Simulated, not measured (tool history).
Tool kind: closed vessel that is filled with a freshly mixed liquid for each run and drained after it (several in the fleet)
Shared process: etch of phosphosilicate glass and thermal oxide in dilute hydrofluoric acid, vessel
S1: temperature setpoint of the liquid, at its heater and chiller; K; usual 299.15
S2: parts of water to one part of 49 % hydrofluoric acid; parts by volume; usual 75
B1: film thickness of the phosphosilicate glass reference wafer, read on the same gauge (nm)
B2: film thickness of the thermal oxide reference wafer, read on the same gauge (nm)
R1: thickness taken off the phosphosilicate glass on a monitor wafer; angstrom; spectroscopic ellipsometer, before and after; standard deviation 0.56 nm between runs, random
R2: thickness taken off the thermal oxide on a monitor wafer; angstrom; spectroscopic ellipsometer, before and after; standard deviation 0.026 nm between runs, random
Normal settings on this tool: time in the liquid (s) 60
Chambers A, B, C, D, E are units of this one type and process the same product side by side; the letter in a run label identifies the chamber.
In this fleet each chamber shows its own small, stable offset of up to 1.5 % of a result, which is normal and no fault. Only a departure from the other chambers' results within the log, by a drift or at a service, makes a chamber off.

Run 1B, day 0.146: usual settings; B1 69.991; B2 79.999. Result: R1 894.63 angstrom, R2 42.937 angstrom.
Run 2A, day 0.358: usual settings; B1 70.005; B2 79.999. Result: R1 888.01 angstrom, R2 42.136 angstrom.
Run 3E, day 0.571: usual settings; B1 70.038; B2 79.995. Result: R1 881.38 angstrom, R2 42.08 angstrom.
Run 4C, day 0.804: usual settings; B1 70.025; B2 79.99. Result: R1 885.43 angstrom, R2 42.409 angstrom.
Run 5D, day 0.946: usual settings; B1 69.999; B2 79.986. Result: R1 882.13 angstrom, R2 42.08 angstrom.
Run 6C, day 1.158: usual settings; B1 69.984; B2 79.992. Result: R1 893 angstrom, R2 42.064 angstrom.
Run 7A, day 1.317: usual settings; B1 70.078; B2 79.993. Result: R1 882.75 angstrom, R2 42.573 angstrom.
Run 8B, day 1.525: usual settings; B1 69.952; B2 80.009. Result: R1 891.33 angstrom, R2 42.818 angstrom.
Run 9E, day 1.767: usual settings; B1 70.007; B2 80. Result: R1 891.97 angstrom, R2 42.059 angstrom.
Run 10D, day 1.988: usual settings but time in the liquid (s) 40; B1 70.013; B2 80.004. Result: R1 591.13 angstrom, R2 27.817 angstrom.
Run 11A, day 2.229: usual settings but time in the liquid (s) 40; B1 69.984; B2 80.013. Result: R1 593.7 angstrom, R2 27.89 angstrom.
Run 12B, day 2.396: usual settings but time in the liquid (s) 40; B1 69.978; B2 79.988. Result: R1 593.86 angstrom, R2 28.616 angstrom.
Run 13D, day 2.567: usual settings but time in the liquid (s) 40; B1 70; B2 80.018. Result: R1 588.01 angstrom, R2 28.062 angstrom.
Run 14C, day 2.829: usual settings but time in the liquid (s) 40; B1 69.985; B2 79.992. Result: R1 589.03 angstrom, R2 27.972 angstrom.
Run 15E, day 3.092: usual settings but S1 301.65 K, S2 105 parts by volume; B1 70.001; B2 79.99. Result: R1 668.53 angstrom, R2 32.12 angstrom.
At day 3.158: chamber E: hydrofluoric acid flow meter replaced.
Run 16C, day 3.375: usual settings but S1 301.65 K, S2 105 parts by volume; B1 69.939; B2 80.006. Result: R1 665.92 angstrom, R2 31.664 angstrom.
Run 17A, day 3.583: usual settings but S1 301.65 K, S2 105 parts by volume; B1 70.013; B2 79.986. Result: R1 669.97 angstrom, R2 32.136 angstrom.
Run 18B, day 3.812: usual settings but S1 301.65 K, S2 105 parts by volume; B1 70.04; B2 80.018. Result: R1 668.4 angstrom, R2 32.465 angstrom.
Run 19E, day 4.075: usual settings but S1 301.65 K, S2 105 parts by volume; B1 70.019; B2 80.008. Result: R1 669.69 angstrom, R2 32.276 angstrom.
Run 20D, day 4.208: usual settings; B1 70.009; B2 80.008. Result: R1 885.27 angstrom, R2 41.738 angstrom.
Run 21C, day 4.417: usual settings; B1 69.984; B2 80.008. Result: R1 889.56 angstrom, R2 42.556 angstrom.
Run 22B, day 4.658: usual settings; B1 70.05; B2 79.993. Result: R1 891.65 angstrom, R2 43.06 angstrom.
Run 23D, day 4.921: usual settings; B1 69.995; B2 80.006. Result: R1 879.74 angstrom, R2 41.504 angstrom.
Run 24A, day 5.096: usual settings; B1 70.035; B2 79.989. Result: R1 888.77 angstrom, R2 41.684 angstrom.
Run 25E, day 5.354: usual settings; B1 69.976; B2 79.985. Result: R1 885.93 angstrom, R2 42.582 angstrom.
Run 26D, day 5.55: usual settings but time in the liquid (s) 45; B1 69.99; B2 79.978. Result: R1 660.9 angstrom, R2 31.613 angstrom.
Run 27C, day 5.771: usual settings but time in the liquid (s) 45; B1 70.038; B2 79.999. Result: R1 662.62 angstrom, R2 31.735 angstrom.
Run 28B, day 6.017: usual settings but time in the liquid (s) 45; B1 69.983; B2 79.998. Result: R1 664.71 angstrom, R2 32.294 angstrom.
Run 29E, day 6.304: usual settings but time in the liquid (s) 45; B1 69.971; B2 79.998. Result: R1 663.6 angstrom, R2 31.271 angstrom.
Run 30A, day 6.55: usual settings but time in the liquid (s) 45; B1 69.972; B2 80.003. Result: R1 672.68 angstrom, R2 31.942 angstrom.
Run 31A, day 6.683: usual settings; B1 69.995; B2 79.99. Result: R1 881.86 angstrom, R2 42.721 angstrom.
Run 32D, day 6.85: usual settings; B1 69.971; B2 79.999. Result: R1 886.31 angstrom, R2 41.862 angstrom.
Run 33E, day 7.038: usual settings; B1 70.042; B2 79.994. Result: R1 885.05 angstrom, R2 42.505 angstrom.
Run 34B, day 7.308: usual settings; B1 70.062; B2 79.996. Result: R1 896.09 angstrom, R2 42.981 angstrom.
Run 35C, day 7.542: usual settings but S1 304.15 K; B1 70.075; B2 80. Result: R1 1080.3 angstrom, R2 51.427 angstrom.
Run 36E, day 7.683: usual settings but S1 304.15 K; B1 70.019; B2 80.007. Result: R1 1077.7 angstrom, R2 51.781 angstrom.
Run 37C, day 7.908: usual settings but S1 304.15 K; B1 69.974; B2 80.01. Result: R1 1079.3 angstrom, R2 50.838 angstrom.
Run 38B, day 8.2: usual settings but S1 304.15 K; B1 69.984; B2 79.997. Result: R1 1082.8 angstrom, R2 51.9 angstrom.
Run 39D, day 8.392: usual settings but S1 304.15 K; B1 69.987; B2 79.999. Result: R1 1074.6 angstrom, R2 50.371 angstrom.

Is one chamber out of step, is the gauge drifting, or do the chambers differ by no more than their own small offsets? For an off chamber, give its letter and the likeliest cause.

Neither any chamber nor the gauge drifts; the chambers differ only by their own small, steady offsets.
